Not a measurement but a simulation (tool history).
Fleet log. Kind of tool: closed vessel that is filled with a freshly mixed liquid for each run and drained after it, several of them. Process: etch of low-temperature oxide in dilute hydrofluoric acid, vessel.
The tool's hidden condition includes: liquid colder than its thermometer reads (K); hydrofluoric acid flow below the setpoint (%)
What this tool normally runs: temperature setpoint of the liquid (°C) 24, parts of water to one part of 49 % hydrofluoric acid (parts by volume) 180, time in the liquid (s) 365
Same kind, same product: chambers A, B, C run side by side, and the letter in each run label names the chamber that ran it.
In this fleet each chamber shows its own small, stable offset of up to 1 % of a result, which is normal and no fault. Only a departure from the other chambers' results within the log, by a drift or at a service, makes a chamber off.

| run | hour | temperature setpoint of the liquid (°C) | parts of water to one part of 49 % hydrofluoric acid (parts by volume) | time in the liquid (s) | hours since the thermometer was replaced | hours since the hydrofluoric acid flow meter was replaced | read-back film thickness of the low-temperature oxide reference wafer, read on the same gauge (nm) | thickness taken off the low-temperature oxide on a monitor wafer (angstrom) |
|---|---|---|---|---|---|---|---|---|
| 1C | 7.6 | 24 | 180 | 365 | 769.1 | 100.7 | 100 | 276.95 |
|  | 17.4 | chamber B: thermometer replaced |
| 2A | 18.3 | 24 | 180 | 365 | 210.4 | 874.3 | 100.01 | 279.2 |
| 3B | 25.8 | 24 | 180 | 365 | 8.5 | 246.6 | 100.01 | 276.81 |
| 4A | 36.3 | 24 | 180 | 365 | 228.4 | 892.3 | 99.986 | 275.56 |
| 5B | 42.7 | 24 | 180 | 365 | 25.4 | 263.5 | 99.995 | 279.24 |
| 6C | 53.3 | 26.5 | 180 | 365 | 814.8 | 146.4 | 100 | 306.72 |
| 7C | 67 | 26.5 | 180 | 365 | 828.5 | 160.1 | 99.996 | 305.66 |
| 8A | 80.4 | 26.5 | 180 | 365 | 272.5 | 936.4 | 100.01 | 300.97 |
| 9B | 89.2 | 24 | 180 | 365 | 71.9 | 310 | 100.01 | 279.87 |
| 10A | 101.2 | 24 | 180 | 365 | 293.3 | 957.2 | 99.983 | 275.25 |
| 11C | 109.4 | 24 | 180 | 365 | 870.9 | 202.5 | 100.01 | 279.52 |
| 12B | 116.9 | 24 | 180 | 365 | 99.6 | 337.7 | 99.988 | 278.89 |
| 13A | 126.3 | 24 | 180 | 365 | 318.4 | 982.3 | 100 | 276.93 |
| 14C | 139.7 | 24 | 180 | 365 | 901.2 | 232.8 | 99.996 | 280.18 |
| 15B | 146.8 | 24 | 180 | 365 | 129.5 | 367.6 | 99.997 | 279.41 |
| 16A | 159.2 | 24 | 180 | 365 | 351.3 | 1015.2 | 100.01 | 277.77 |
| 17C | 171.8 | 24 | 180 | 365 | 933.3 | 264.9 | 99.995 | 275.75 |
| 18B | 180.8 | 24 | 180 | 365 | 163.5 | 401.6 | 100 | 281.65 |
| 19A | 192.3 | 24 | 180 | 365 | 384.4 | 1048.3 | 100.01 | 279.14 |
| 20C | 199.7 | 24 | 180 | 365 | 961.2 | 292.8 | 100.01 | 282.17 |
| 21B | 208.1 | 24 | 180 | 365 | 190.8 | 428.9 | 100 | 280.78 |
| 22C | 221.5 | 24 | 180 | 365 | 983 | 314.6 | 99.992 | 279.76 |
| 23B | 234.9 | 24 | 180 | 365 | 217.6 | 455.7 | 100.02 | 279.44 |
| 24A | 246 | 24 | 150 | 505 | 438.1 | 1102 | 99.99 | 476.37 |

Is one chamber off against the others, does the gauge drift, or is nothing wrong? If a chamber is off, say which, and what the likeliest cause is.

The fleet is healthy, with each chamber sitting at its usual small offset and no drift in the gauge.
